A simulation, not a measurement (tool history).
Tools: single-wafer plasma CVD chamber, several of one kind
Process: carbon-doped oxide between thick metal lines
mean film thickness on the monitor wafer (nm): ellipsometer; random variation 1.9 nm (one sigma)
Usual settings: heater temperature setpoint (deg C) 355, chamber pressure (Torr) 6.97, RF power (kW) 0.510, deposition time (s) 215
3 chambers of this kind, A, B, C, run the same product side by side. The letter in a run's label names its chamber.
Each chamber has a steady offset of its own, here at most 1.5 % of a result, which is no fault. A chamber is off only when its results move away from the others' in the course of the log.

run,hour,heater temperature setpoint (deg C),chamber pressure (Torr),RF power (kW),deposition time (s),hours since the last thermocouple change,hours since the last RF generator calibration,hours since the last manometer calibration,"read-back reference wafer on the same gauge, thickness_nm",mean film thickness on the monitor wafer (nm)
1C,4.7,355,6.97,0.510,215,1122.6,76.2,910.3,1060.1,1137.90
2B,9.8,355,6.97,0.510,215,464.1,677.2,518.6,1060.5,1133.20
3A,13.6,355,6.97,0.510,215,1782.7,117.5,1744.1,1060.6,1123.60
4B,21.7,355,6.97,0.510,215,476.0,689.1,530.5,1061.0,1134.10
5C,25.5,355,6.97,0.510,215,1143.4,97.0,931.1,1060.7,1139.90
6A,33.1,355,5.79,0.510,215,1802.2,137.0,1763.6,1061.6,1106.60
7C,37.8,355,5.79,0.510,215,1155.7,109.3,943.4,1061.3,1115.70
8A,45.1,355,5.79,0.510,215,1814.2,149.0,1775.6,1061.5,1103.90
9B,50.8,355,6.97,0.510,215,505.1,718.2,559.6,1061.7,1131.30
10B,56.2,355,6.97,0.510,215,510.5,723.6,565.0,1062.1,1135.70
11A,63.9,355,6.97,0.510,215,1833.0,167.8,1794.4,1062.6,1124.80
12C,71.0,355,6.97,0.455,215,1188.9,142.5,976.6,1063.2,1060.20
13A,77.7,355,6.97,0.455,215,1846.8,181.6,1808.2,1063.3,1048.30
14B,85.2,355,6.97,0.455,215,539.5,752.6,594.0,1063.2,1058.70
15C,88.8,355,6.97,0.560,229,1206.7,160.3,994.4,1063.5,1288.90
16A,94.2,355,6.97,0.560,229,1863.3,198.1,1824.7,1063.6,1270.30
17B,102.1,355,6.97,0.560,229,556.4,769.5,610.9,1063.7,1280.20
18C,109.9,355,6.97,0.510,215,1227.8,181.4,1015.5,1064.2,1140.90
19C,116.4,355,6.97,0.510,215,1234.3,187.9,1022.0,1064.4,1141.40
20B,121.6,350,6.97,0.510,215,575.9,789.0,630.4,1064.9,1149.40
21A,128.6,350,6.97,0.510,215,1897.7,232.5,1859.1,1064.6,1143.20
22B,132.3,350,6.97,0.510,215,586.6,799.7,641.1,1065.1,1151.40
23C,139.4,355,6.97,0.510,215,1257.3,210.9,1045.0,1065.1,1141.80
24A,143.2,355,6.97,0.510,215,1912.3,247.1,1873.7,1065.5,1123.70
25B,149.9,355,6.97,0.510,215,604.2,817.3,658.7,1065.9,1136.60
26A,157.1,355,6.97,0.510,215,1926.2,261.0,1887.6,1065.9,1129.60
27C,163.5,355,6.97,0.510,215,1281.4,235.0,1069.1,1065.8,1148.10
28B,168.1,355,6.97,0.565,215,622.4,835.5,676.9,1066.7,1211.40
29C,174.7,355,6.97,0.565,215,1292.6,246.2,1080.3,1066.5,1218.60
30A,181.3,355,6.97,0.565,215,1950.4,285.2,1911.8,1066.6,1206.10
31A,188.5,355,6.43,0.510,181,1957.6,292.4,1919.0,1067.7,945.66
32C,194.8,355,6.43,0.510,181,1312.7,266.3,1100.4,1066.7,960.40

All 3 chambers run these settings next. Forecast each chamber's results:
33A,200.7,355,8.41,0.510,215,,,,,?
33B,200.7,355,8.41,0.510,215,,,,,?
33C,200.7,355,8.41,0.510,215,,,,,?

run,mean film thickness on the monitor wafer (nm)
33A,1149.90
33B,1154.90
33C,1160.60
